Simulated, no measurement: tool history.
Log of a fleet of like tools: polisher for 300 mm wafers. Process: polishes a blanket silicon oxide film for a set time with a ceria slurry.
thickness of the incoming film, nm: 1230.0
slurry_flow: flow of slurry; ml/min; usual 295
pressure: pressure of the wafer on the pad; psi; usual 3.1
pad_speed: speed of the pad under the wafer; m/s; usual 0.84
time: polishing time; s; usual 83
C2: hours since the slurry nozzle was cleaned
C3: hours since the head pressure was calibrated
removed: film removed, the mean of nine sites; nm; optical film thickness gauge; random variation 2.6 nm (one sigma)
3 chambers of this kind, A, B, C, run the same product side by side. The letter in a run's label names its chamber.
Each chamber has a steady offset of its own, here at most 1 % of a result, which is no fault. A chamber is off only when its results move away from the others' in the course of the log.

{"run": "1C", "day": 0.233, "slurry_flow": 295, "pressure": 3.1, "pad_speed": 0.84, "time": 83, "wafers polished on this pad": 675, "C2": 395.9, "C3": 586.6, "removed": 289.72}
{"run": "2B", "day": 0.625, "slurry_flow": 295, "pressure": 3.1, "pad_speed": 0.84, "time": 83, "wafers polished on this pad": 1180, "C2": 586.4, "C3": 417.6, "removed": 292.97}
{"run": "3A", "day": 0.879, "slurry_flow": 295, "pressure": 3.1, "pad_speed": 0.84, "time": 83, "wafers polished on this pad": 469, "C2": 202.4, "C3": 705.3, "removed": 293.52}
{"run": "4B", "day": 1.067, "slurry_flow": 295, "pressure": 3.1, "pad_speed": 0.84, "time": 83, "wafers polished on this pad": 1309, "C2": 597.0, "C3": 428.2, "removed": 286.97}
{"run": "5C", "day": 1.35, "slurry_flow": 260, "pressure": 3.1, "pad_speed": 1.04, "time": 83, "wafers polished on this pad": 1001, "C2": 422.7, "C3": 613.4, "removed": 355.21}
{"run": "6A", "day": 1.692, "slurry_flow": 260, "pressure": 3.1, "pad_speed": 1.04, "time": 83, "wafers polished on this pad": 707, "C2": 221.9, "C3": 724.8, "removed": 362.24}
{"day": 1.912, "done": "chamber B: worn pad replaced by a new one"}
{"run": "7C", "day": 1.938, "slurry_flow": 260, "pressure": 3.1, "pad_speed": 1.04, "time": 83, "wafers polished on this pad": 1173, "C2": 436.8, "C3": 627.5, "removed": 358.48}
{"run": "8B", "day": 2.221, "slurry_flow": 295, "pressure": 3.1, "pad_speed": 0.62, "time": 83, "wafers polished on this pad": 90, "C2": 624.7, "C3": 455.9, "removed": 215.22}
{"run": "9A", "day": 2.542, "slurry_flow": 295, "pressure": 3.1, "pad_speed": 0.62, "time": 83, "wafers polished on this pad": 955, "C2": 242.3, "C3": 745.2, "removed": 222.55}
{"run": "10C", "day": 2.883, "slurry_flow": 295, "pressure": 3.1, "pad_speed": 0.62, "time": 83, "wafers polished on this pad": 1449, "C2": 459.5, "C3": 650.2, "removed": 216.52}
{"run": "11B", "day": 3.167, "slurry_flow": 295, "pressure": 3.1, "pad_speed": 0.84, "time": 83, "wafers polished on this pad": 366, "C2": 647.4, "C3": 478.6, "removed": 293.51}
{"run": "12A", "day": 3.421, "slurry_flow": 295, "pressure": 3.1, "pad_speed": 0.84, "time": 83, "wafers polished on this pad": 1212, "C2": 263.4, "C3": 766.3, "removed": 299.58}
{"run": "13C", "day": 3.842, "slurry_flow": 355, "pressure": 3.1, "pad_speed": 0.84, "time": 100, "wafers polished on this pad": 1729, "C2": 482.5, "C3": 673.2, "removed": 356.99}
{"run": "14A", "day": 4.117, "slurry_flow": 355, "pressure": 3.1, "pad_speed": 0.84, "time": 100, "wafers polished on this pad": 1415, "C2": 280.1, "C3": 783.0, "removed": 362.42}
{"run": "15B", "day": 4.417, "slurry_flow": 355, "pressure": 3.1, "pad_speed": 0.84, "time": 100, "wafers polished on this pad": 731, "C2": 677.4, "C3": 508.6, "removed": 358.65}
{"day": 4.517, "done": "chamber A: worn pad replaced by a new one"}
{"run": "16A", "day": 4.729, "slurry_flow": 295, "pressure": 3.1, "pad_speed": 0.84, "time": 83, "wafers polished on this pad": 63, "C2": 294.8, "C3": 797.7, "removed": 294.01}
{"run": "17B", "day": 5.142, "slurry_flow": 295, "pressure": 3.1, "pad_speed": 0.84, "time": 83, "wafers polished on this pad": 943, "C2": 694.8, "C3": 526.0, "removed": 291.41}
{"run": "18C", "day": 5.379, "slurry_flow": 295, "pressure": 3.1, "pad_speed": 0.84, "time": 83, "wafers polished on this pad": 2178, "C2": 519.4, "C3": 710.1, "removed": 292.06}
{"run": "19C", "day": 5.575, "slurry_flow": 295, "pressure": 3.1, "pad_speed": 0.84, "time": 83, "wafers polished on this pad": 2235, "C2": 524.1, "C3": 714.8, "removed": 287.65}
{"run": "20A", "day": 5.842, "slurry_flow": 295, "pressure": 3.1, "pad_speed": 0.84, "time": 83, "wafers polished on this pad": 388, "C2": 321.5, "C3": 824.4, "removed": 298.39}
{"run": "21B", "day": 6.029, "slurry_flow": 195, "pressure": 3.5, "pad_speed": 0.84, "time": 83, "wafers polished on this pad": 1202, "C2": 716.1, "C3": 547.3, "removed": 317.11}
{"run": "22B", "day": 6.425, "slurry_flow": 195, "pressure": 3.5, "pad_speed": 0.84, "time": 83, "wafers polished on this pad": 1318, "C2": 725.6, "C3": 556.8, "removed": 318.76}
{"run": "23C", "day": 6.625, "slurry_flow": 195, "pressure": 3.5, "pad_speed": 0.84, "time": 83, "wafers polished on this pad": 2542, "C2": 549.3, "C3": 740.0, "removed": 308.38}
{"day": 6.917, "done": "chamber B: worn pad replaced by a new one"}
{"run": "24A", "day": 7.021, "slurry_flow": 295, "pressure": 3.1, "pad_speed": 0.84, "time": 83, "wafers polished on this pad": 732, "C2": 349.8, "C3": 852.7, "removed": 300.67}
{"day": 7.104, "done": "chamber A: head pressure recalibrated"}
{"run": "25B", "day": 7.371, "slurry_flow": 295, "pressure": 3.1, "pad_speed": 0.84, "time": 83, "wafers polished on this pad": 133, "C2": 748.3, "C3": 579.5, "removed": 295.21}
{"run": "26C", "day": 7.575, "slurry_flow": 295, "pressure": 3.1, "pad_speed": 0.84, "time": 83, "wafers polished on this pad": 2819, "C2": 572.1, "C3": 762.8, "removed": 281.2}
{"run": "27A", "day": 7.796, "slurry_flow": 295, "pressure": 3.1, "pad_speed": 0.84, "time": 83, "wafers polished on this pad": 958, "C2": 368.4, "C3": 16.7, "removed": 295.17}
{"run": "28C", "day": 8.042, "slurry_flow": 295, "pressure": 3.1, "pad_speed": 0.84, "time": 83, "wafers polished on this pad": 2956, "C2": 583.3, "C3": 774.0, "removed": 285.19}
{"day": 8.246, "done": "chamber A: slurry nozzle cleaned"}
{"run": "29A", "day": 8.25, "slurry_flow": 295, "pressure": 3.1, "pad_speed": 0.84, "time": 83, "wafers polished on this pad": 1091, "C2": 0.2, "C3": 27.6, "removed": 294.15}
{"run": "30B", "day": 8.612, "slurry_flow": 295, "pressure": 3.1, "pad_speed": 0.84, "time": 83, "wafers polished on this pad": 496, "C2": 778.1, "C3": 609.3, "removed": 295.79}
{"run": "31B", "day": 9.0, "slurry_flow": 295, "pressure": 3.1, "pad_speed": 0.84, "time": 83, "wafers polished on this pad": 609, "C2": 787.4, "C3": 618.6, "removed": 294.52}
{"run": "32C", "day": 9.408, "slurry_flow": 295, "pressure": 3.1, "pad_speed": 0.84, "time": 83, "wafers polished on this pad": 3355, "C2": 616.1, "C3": 806.8, "removed": 277.63}
{"run": "33A", "day": 9.633, "slurry_flow": 295, "pressure": 3.1, "pad_speed": 1.04, "time": 83, "wafers polished on this pad": 1495, "C2": 33.4, "C3": 60.8, "removed": 369.1}
{"day": 9.688, "done": "chamber A: worn pad replaced by a new one"}
{"run": "34C", "day": 9.958, "slurry_flow": 295, "pressure": 3.1, "pad_speed": 1.04, "time": 83, "wafers polished on this pad": 3516, "C2": 629.3, "C3": 820.0, "removed": 341.6}
{"run": "35B", "day": 10.233, "slurry_flow": 295, "pressure": 3.1, "pad_speed": 1.04, "time": 83, "wafers polished on this pad": 969, "C2": 817.0, "C3": 648.2, "removed": 362.74}
{"day": 10.279, "done": "chamber C: slurry nozzle cleaned"}
{"run": "36A", "day": 10.558, "slurry_flow": 295, "pressure": 3.1, "pad_speed": 0.84, "time": 83, "wafers polished on this pad": 255, "C2": 55.6, "C3": 83.0, "removed": 295.2}
{"run": "37C", "day": 10.908, "slurry_flow": 295, "pressure": 3.1, "pad_speed": 0.84, "time": 83, "wafers polished on this pad": 3793, "C2": 15.2, "C3": 842.8, "removed": 277.33}

All 3 chambers run these settings next. Forecast each chamber's results:
{"run": "38A", "day": 11.217, "slurry_flow": 295, "pressure": 3.1, "pad_speed": 0.84, "time": 83, "removed": "?"}
{"run": "38B", "day": 11.217, "slurry_flow": 295, "pressure": 3.1, "pad_speed": 0.84, "time": 83, "removed": "?"}
{"run": "38C", "day": 11.217, "slurry_flow": 295, "pressure": 3.1, "pad_speed": 0.84, "time": 83, "removed": "?"}

run=38A removed=299.43
run=38B removed=295.24
run=38C removed=274.46
